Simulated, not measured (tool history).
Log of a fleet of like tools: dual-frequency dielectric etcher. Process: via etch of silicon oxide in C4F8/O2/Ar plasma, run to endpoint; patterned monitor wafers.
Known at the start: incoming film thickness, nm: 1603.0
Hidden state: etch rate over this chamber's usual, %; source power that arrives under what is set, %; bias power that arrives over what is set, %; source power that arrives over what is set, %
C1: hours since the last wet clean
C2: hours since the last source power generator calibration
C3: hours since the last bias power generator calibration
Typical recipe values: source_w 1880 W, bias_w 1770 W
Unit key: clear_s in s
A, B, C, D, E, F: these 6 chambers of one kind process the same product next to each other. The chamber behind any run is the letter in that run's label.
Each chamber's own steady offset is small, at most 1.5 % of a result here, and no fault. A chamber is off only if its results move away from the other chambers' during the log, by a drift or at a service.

Run 1A, hour 8.6: usual settings; C1 165.1; C2 4158.5; C3 532.2. Result: clear_s 335.89 s.
Run 2B, hour 16.9: usual settings; C1 109.3; C2 1821.3; C3 3554.6. Result: clear_s 331.29 s.
At hour 23.1: chamber D: wet clean of the chamber.
Run 3C, hour 23.5: usual settings; C1 335.9; C2 727.9; C3 839.6. Result: clear_s 338.50 s.
Run 4F, hour 32.3: usual settings; C1 259.5; C2 1675.8; C3 1945.2. Result: clear_s 341.36 s.
Run 5D, hour 40.1: usual settings; C1 17.1; C2 156.6; C3 1551.6. Result: clear_s 334.11 s.
Run 6E, hour 44.4: usual settings; C1 107.1; C2 857.8; C3 482.7. Result: clear_s 335.62 s.
Run 7C, hour 50.4: usual settings but bias_w 2064 W; C1 362.8; C2 754.8; C3 866.5. Result: clear_s 322.04 s.
Run 8E, hour 59.1: usual settings but bias_w 2064 W; C1 121.8; C2 872.5; C3 497.4. Result: clear_s 322.95 s.
Run 9F, hour 68.2: usual settings but bias_w 2064 W; C1 295.4; C2 1711.7; C3 1981.1. Result: clear_s 323.19 s.
Run 10B, hour 74.4: usual settings but bias_w 2064 W; C1 166.8; C2 1878.8; C3 3612.1. Result: clear_s 319.15 s.
Run 11A, hour 82.3: usual settings but bias_w 2064 W; C1 238.8; C2 4232.2; C3 605.9. Result: clear_s 324.06 s.
Run 12D, hour 88.2: usual settings but bias_w 2064 W; C1 65.2; C2 204.7; C3 1599.7. Result: clear_s 316.20 s.
Run 13F, hour 98.0: usual settings; C1 325.2; C2 1741.5; C3 2010.9. Result: clear_s 341.95 s.
Run 14D, hour 104.3: usual settings; C1 81.3; C2 220.8; C3 1615.8. Result: clear_s 331.39 s.
At hour 106.0: chamber C: wet clean of the chamber.
Run 15E, hour 111.2: usual settings; C1 173.9; C2 924.6; C3 549.5. Result: clear_s 338.10 s.
Run 16A, hour 120.7: usual settings; C1 277.2; C2 4270.6; C3 644.3. Result: clear_s 334.76 s.
Run 17B, hour 127.4: usual settings; C1 219.8; C2 1931.8; C3 3665.1. Result: clear_s 336.89 s.
Run 18C, hour 136.5: usual settings; C1 30.6; C2 840.9; C3 952.6. Result: clear_s 336.65 s.
Run 19A, hour 146.2: usual settings; C1 302.7; C2 4296.1; C3 669.8. Result: clear_s 338.62 s.
Run 20C, hour 153.5: usual settings; C1 47.6; C2 857.9; C3 969.6. Result: clear_s 336.26 s.
Run 21B, hour 159.1: usual settings; C1 251.5; C2 1963.5; C3 3696.8. Result: clear_s 333.40 s.
Run 22D, hour 168.3: usual settings; C1 145.3; C2 284.8; C3 1679.8. Result: clear_s 331.75 s.
At hour 171.1: chamber F: wet clean of the chamber.
Run 23F, hour 176.9: usual settings; C1 5.9; C2 1820.4; C3 2089.8. Result: clear_s 335.17 s.
Run 24E, hour 182.2: usual settings; C1 244.9; C2 995.6; C3 620.5. Result: clear_s 332.14 s.
Run 25E, hour 189.2: usual settings; C1 251.9; C2 1002.6; C3 627.5. Result: clear_s 338.98 s.
Run 26A, hour 195.3: usual settings; C1 351.8; C2 4345.2; C3 718.9. Result: clear_s 336.72 s.
Run 27F, hour 199.7: usual settings; C1 28.7; C2 1843.2; C3 2112.6. Result: clear_s 339.64 s.
Run 28B, hour 206.1: usual settings; C1 298.5; C2 2010.5; C3 3743.8. Result: clear_s 329.87 s.
Run 29C, hour 211.2: usual settings; C1 105.3; C2 915.6; C3 1027.3. Result: clear_s 339.82 s.
Run 30D, hour 216.9: usual settings; C1 193.9; C2 333.4; C3 1728.4. Result: clear_s 332.86 s.
Run 31E, hour 222.6: usual settings; C1 285.3; C2 1036.0; C3 660.9. Result: clear_s 333.87 s.
Run 32C, hour 229.1: usual settings; C1 123.2; C2 933.5; C3 1045.2. Result: clear_s 339.38 s.
Run 33A, hour 236.9: usual settings; C1 393.4; C2 4386.8; C3 760.5. Result: clear_s 330.36 s.
At hour 237.2: chamber B: bias power generator calibrated.
At hour 240.0: chamber B: wet clean of the chamber.
Run 34D, hour 241.6: usual settings; C1 218.6; C2 358.1; C3 1753.1. Result: clear_s 330.94 s.
Run 35B, hour 246.5: usual settings but bias_w 1931 W; C1 6.6; C2 2050.9; C3 9.4. Result: clear_s 327.14 s.
Run 36F, hour 254.0: usual settings but bias_w 1931 W; C1 83.0; C2 1897.5; C3 2166.9. Result: clear_s 334.95 s.
Run 37B, hour 259.1: usual settings but bias_w 1931 W; C1 19.2; C2 2063.5; C3 22.0. Result: clear_s 328.98 s.
Run 38C, hour 263.5: usual settings but bias_w 1931 W; C1 157.6; C2 967.9; C3 1079.6. Result: clear_s 324.57 s.
Run 39A, hour 271.3: usual settings but bias_w 1931 W; C1 427.8; C2 4421.2; C3 794.9. Result: clear_s 326.35 s.
Run 40D, hour 279.3: usual settings but bias_w 1931 W; C1 256.3; C2 395.8; C3 1790.8. Result: clear_s 322.69 s.
Run 41E, hour 285.4: usual settings but source_w 2190 W, bias_w 2032 W; C1 348.1; C2 1098.8; C3 723.7. Result: clear_s 298.95 s.

For the next run the whole fleet of 6 chambers uses the same settings. Give each chamber's results:
Run 42A, hour 292.4: usual settings. Result: clear_s ?.
Run 42B, hour 292.4: usual settings. Result: clear_s ?.
Run 42C, hour 292.4: usual settings. Result: clear_s ?.
Run 42D, hour 292.4: usual settings. Result: clear_s ?.
Run 42E, hour 292.4: usual settings. Result: clear_s ?.
Run 42F, hour 292.4: usual settings. Result: clear_s ?.

run  clear_s
42A   336.60
42B   338.40
42C   336.34
42D   329.91
42E   336.76
42F   337.37
